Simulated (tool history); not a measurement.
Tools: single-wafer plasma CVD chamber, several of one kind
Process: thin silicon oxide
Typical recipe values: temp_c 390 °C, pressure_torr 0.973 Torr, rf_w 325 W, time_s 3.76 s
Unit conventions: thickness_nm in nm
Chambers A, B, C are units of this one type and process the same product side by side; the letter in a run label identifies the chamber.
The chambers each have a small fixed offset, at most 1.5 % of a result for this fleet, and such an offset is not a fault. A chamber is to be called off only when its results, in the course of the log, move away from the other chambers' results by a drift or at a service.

run	hour	temp_c	pressure_torr	rf_w	time_s	hours since the last thermocouple change	hours since the last RF generator calibration	hours since the last manometer calibration	read-back reference wafer on the same gauge, thickness_nm	thickness_nm
1A	5.8	390	0.973	325	3.76	1830.3	1281.7	99.5	7.5194	8.4165
2B	16.3	390	0.973	325	3.76	1082.7	1105.4	635.8	7.5281	8.5982
3C	22.6	390	0.973	325	3.76	54.4	416.1	693.1	7.5271	8.5684
4B	32.2	390	0.973	325	3.76	1098.6	1121.3	651.7	7.5166	8.5537
5A	42.6	390	0.973	325	3.76	1867.1	1318.5	136.3	7.5185	8.3494
6C	49.7	390	0.973	265	3.76	81.5	443.2	720.2	7.5153	7.8543
7B	55.5	390	0.973	265	3.76	1121.9	1144.6	675.0	7.5187	7.8600
8A	61.3	390	0.973	265	3.76	1885.8	1337.2	155.0	7.5148	7.7313
9C	68.6	390	0.973	325	3.76	100.4	462.1	739.1	7.5174	8.6322
10A	77.6	390	0.973	325	3.76	1902.1	1353.5	171.3	7.5153	8.3839
11C	85.2	390	0.973	265	3.76	117.0	478.7	755.7	7.5260	7.8293
12B	94.3	390	0.973	265	3.76	1160.7	1183.4	713.8	7.5219	7.8066
13A	102.0	390	0.973	265	3.76	1926.5	1377.9	195.7	7.5165	7.7409
14C	112.2	390	0.973	325	3.76	144.0	505.7	782.7	7.5137	8.5552
15B	120.0	390	0.973	325	3.76	1186.4	1209.1	739.5	7.5237	8.5100
16C	129.6	390	0.973	275	4.00	161.4	523.1	800.1	7.5156	8.3394
17A	137.0	390	0.973	275	4.00	1961.5	1412.9	230.7	7.5227	8.3974
18B	147.3	390	0.973	275	4.00	1213.7	1236.4	766.8	7.5156	8.4841
19B	155.2	390	0.973	325	3.76	1221.6	1244.3	774.7	7.5154	8.5258
20A	165.1	390	0.973	325	3.76	1989.6	1441.0	258.8	7.5200	8.3892
21C	171.7	390	1.050	325	3.76	203.5	565.2	842.2	7.5193	8.8510
22B	176.9	390	1.050	325	3.76	1243.3	1266.0	796.4	7.5190	8.8918
23C	187.1	390	1.050	325	3.76	218.9	580.6	857.6	7.5249	8.7781
24A	192.3	390	0.973	325	3.76	2016.8	1468.2	286.0	7.5250	8.4405
25A	197.9	390	0.973	325	3.76	2022.4	1473.8	291.6	7.5242	8.4474
26B	208.1	390	0.806	325	3.76	1274.5	1297.2	827.6	7.5212	7.2471
27C	214.6	390	0.806	325	3.76	246.4	608.1	885.1	7.5183	6.9453

One chamber off, gauge drift, or nothing amiss beyond the chambers' own small offsets? If it is a chamber, which one, and what is the likeliest cause?

One chamber, C, drifts off from the rest bit by bit.
Most likely cause: true pressure below the setpoint (%) = 4.47.
The log may not separate it from: delivered RF power below the setpoint (%).

Chamber C could run next with any of the 4 candidate recipes listed below; each alters the usual settings, and their results appear as question marks. Which one brings its results back in line with what the other chambers deliver on the usual settings?
In-line tolerance around the mean of the other chambers on the usual settings: thickness_nm 0.1300 nm
28C-1	222.5	390	0.973	370	3.76					?
28C-2	222.5	390	0.989	325	3.81					?
28C-3	222.5	390	0.973	320	3.67					?
28C-4	222.5	390	0.917	320	3.76					?

What the other chambers average on the usual settings: thickness_nm 8.4691 nm
run	thickness_nm
28C-1	8.6716
28C-2	8.4850
28C-3	8.0103
28C-4	7.7935
It is 28C-2 that realigns the chamber with its peers.
